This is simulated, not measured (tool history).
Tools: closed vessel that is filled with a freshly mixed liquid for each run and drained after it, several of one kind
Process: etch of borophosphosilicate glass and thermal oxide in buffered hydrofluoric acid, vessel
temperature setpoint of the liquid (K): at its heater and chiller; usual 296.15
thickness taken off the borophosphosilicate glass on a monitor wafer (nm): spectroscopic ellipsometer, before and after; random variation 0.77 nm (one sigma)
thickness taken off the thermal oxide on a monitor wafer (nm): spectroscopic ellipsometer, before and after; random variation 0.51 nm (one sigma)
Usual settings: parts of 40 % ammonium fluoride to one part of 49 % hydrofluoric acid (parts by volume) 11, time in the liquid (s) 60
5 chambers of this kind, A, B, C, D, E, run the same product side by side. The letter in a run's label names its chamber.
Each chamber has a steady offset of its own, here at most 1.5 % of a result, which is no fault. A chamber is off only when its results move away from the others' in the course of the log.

run   hour  temperature setpoint of the liquid (K)  parts of 40 % ammonium fluoride to one part of 49 % hydrofluoric acid (parts by volume)  time in the liquid (s)  read-back film thickness of the borophosphosilicate glass reference wafer, read on the same gauge (nm)  read-back film thickness of the thermal oxide reference wafer, read on the same gauge (nm)  thickness taken off the borophosphosilicate glass on a monitor wafer (nm)  thickness taken off the thermal oxide on a monitor wafer (nm)
 1C    5.7                                  296.15                                                                                       11                      60                                                                                                  90.002                                                                                      60.001                                                                     115.51                                                         59.295
 2E   11.9                                  296.15                                                                                       11                      60                                                                                                  90.002                                                                                      59.985                                                                     113.17                                                         59.191
 3B   16.4                                  296.15                                                                                       11                      60                                                                                                  89.994                                                                                      60.011                                                                     113.06                                                         60.283
 4A   21.5                                  296.15                                                                                       11                      60                                                                                                  90.001                                                                                      60.006                                                                     113.59                                                         58.437
 5D   29.9                                  296.15                                                                                       11                      60                                                                                                   90.01                                                                                          60                                                                     114.52                                                         59.235
 6A   35.9                                  296.15                                                                                       11                      60                                                                                                  89.974                                                                                      59.994                                                                     112.76                                                         59.044
 7D   40.7                                  296.15                                                                                       11                      60                                                                                                  89.983                                                                                      59.985                                                                     114.31                                                         59.094
 8E   48.6                                  296.15                                                                                       11                      60                                                                                                  90.022                                                                                      59.983                                                                     113.73                                                         59.984
 9C   54.9                                  293.15                                                                                       11                      45                                                                                                  89.995                                                                                      60.005                                                                     73.413                                                         37.669
10B   64.5                                  293.15                                                                                       11                      45                                                                                                  90.002                                                                                      60.014                                                                      71.53                                                         37.623
11A   70.8                                  293.15                                                                                       11                      45                                                                                                  89.983                                                                                      59.996                                                                     72.259                                                         37.862
12D   80.2                                  293.15                                                                                       11                      45                                                                                                  90.025                                                                                      60.001                                                                      73.33                                                          38.07
13C   84.8                                  293.15                                                                                       11                      45                                                                                                  90.026                                                                                      60.029                                                                      72.62                                                         38.061
14E   92.3                                  296.15                                                                                       11                      60                                                                                                  89.999                                                                                      60.027                                                                     111.86                                                         59.412
15B  100.8                                  296.15                                                                                       11                      60                                                                                                  90.001                                                                                      59.994                                                                     113.13                                                         59.481
16E  108.7                                  296.15                                                                                       11                      60                                                                                                  89.991                                                                                      60.004                                                                     114.41                                                          59.51
17C  117.8                                  296.15                                                                                       11                      60                                                                                                  89.979                                                                                      59.997                                                                     115.33                                                         59.006
18B  125.3                                  296.15                                                                                       11                      60                                                                                                  90.009                                                                                      59.991                                                                     112.49                                                         59.067
19D  134.5                                  296.15                                                                                       11                      60                                                                                                  90.001                                                                                      60.001                                                                     114.84                                                         59.447
20A  141.4                                  296.15                                                                                       11                      60                                                                                                  90.018                                                                                      60.023                                                                      114.8                                                         59.998
21B  149.2                                  296.15                                                                                       11                      60                                                                                                  90.006                                                                                       60.01                                                                     110.68                                                         59.674
22E  156.2                                  296.15                                                                                       11                      60                                                                                                  90.019                                                                                      59.991                                                                     113.91                                                         59.294
23C  160.7                                  296.15                                                                                       11                      60                                                                                                  90.007                                                                                      59.987                                                                     116.03                                                         59.663
     160.9  -- chamber E: thermometer replaced
24A  170.1                                  296.15                                                                                       11                      60                                                                                                  90.021                                                                                      60.001                                                                     112.95                                                         59.603
25D  174.6                                  296.15                                                                                       11                      60                                                                                                  90.016                                                                                       60.01                                                                     114.46                                                         59.229
26A  179.7                                  296.15                                                                                       11                      60                                                                                                  89.993                                                                                      60.026                                                                     115.68                                                          59.27
       182  -- chamber D: hydrofluoric acid flow meter replaced
27D  185.2                                  296.15                                                                                       11                      60                                                                                                  90.018                                                                                      59.998                                                                     113.91                                                         59.616
28E  194.9                                  296.15                                                                                       11                      60                                                                                                  90.004                                                                                      59.989                                                                     113.17                                                         58.466
29B  201.5                                  296.15                                                                                       11                      60                                                                                                  90.001                                                                                      59.988                                                                     112.34                                                         59.565
30C  207.3                                  296.15                                                                                       11                      60                                                                                                  89.994                                                                                      60.017                                                                     113.93                                                         58.879
31A  216.5                                  296.15                                                                                       11                      60                                                                                                   89.98                                                                                      59.979                                                                     114.12                                                         59.353
     217.2  -- chamber B: hydrofluoric acid flow meter replaced
32D  222.7                                  296.15                                                                                      8.5                      60                                                                                                  89.993                                                                                      59.989                                                                     143.22                                                          73.24
33C  230.1                                  296.15                                                                                      8.5                      60                                                                                                  89.986                                                                                      60.024                                                                     143.64                                                         74.682
34E  234.9                                  296.15                                                                                      8.5                      60                                                                                                  89.995                                                                                      59.994                                                                     140.83                                                         72.895
35B  244.3                                  296.15                                                                                      8.5                      60                                                                                                  89.998                                                                                      60.013                                                                     141.66                                                          74.25
36C    254                                  296.15                                                                                      8.5                      60                                                                                                  90.025                                                                                       60.01                                                                     142.84                                                           73.7

All 5 chambers run these settings next. Forecast each chamber's results:
37A  261.2                                  296.15                                                                                        8                      60                                                                                                                                                                                                                                                                              ?                                                              ?
37B  261.2                                  296.15                                                                                        8                      60                                                                                                                                                                                                                                                                              ?                                                              ?
37C  261.2                                  296.15                                                                                        8                      60                                                                                                                                                                                                                                                                              ?                                                              ?
37D  261.2                                  296.15                                                                                        8                      60                                                                                                                                                                                                                                                                              ?                                                              ?
37E  261.2                                  296.15                                                                                        8                      60                                                                                                                                                                                                                                                                              ?                                                              ?

run  thickness taken off the borophosphosilicate glass on a monitor wafer (nm)  thickness taken off the thermal oxide on a monitor wafer (nm)
37A                                                                     151.47                                                         79.081
37B                                                                     150.18                                                         77.919
37C                                                                     153.74                                                         79.457
37D                                                                     152.99                                                         78.686
37E                                                                     150.49                                                         78.387
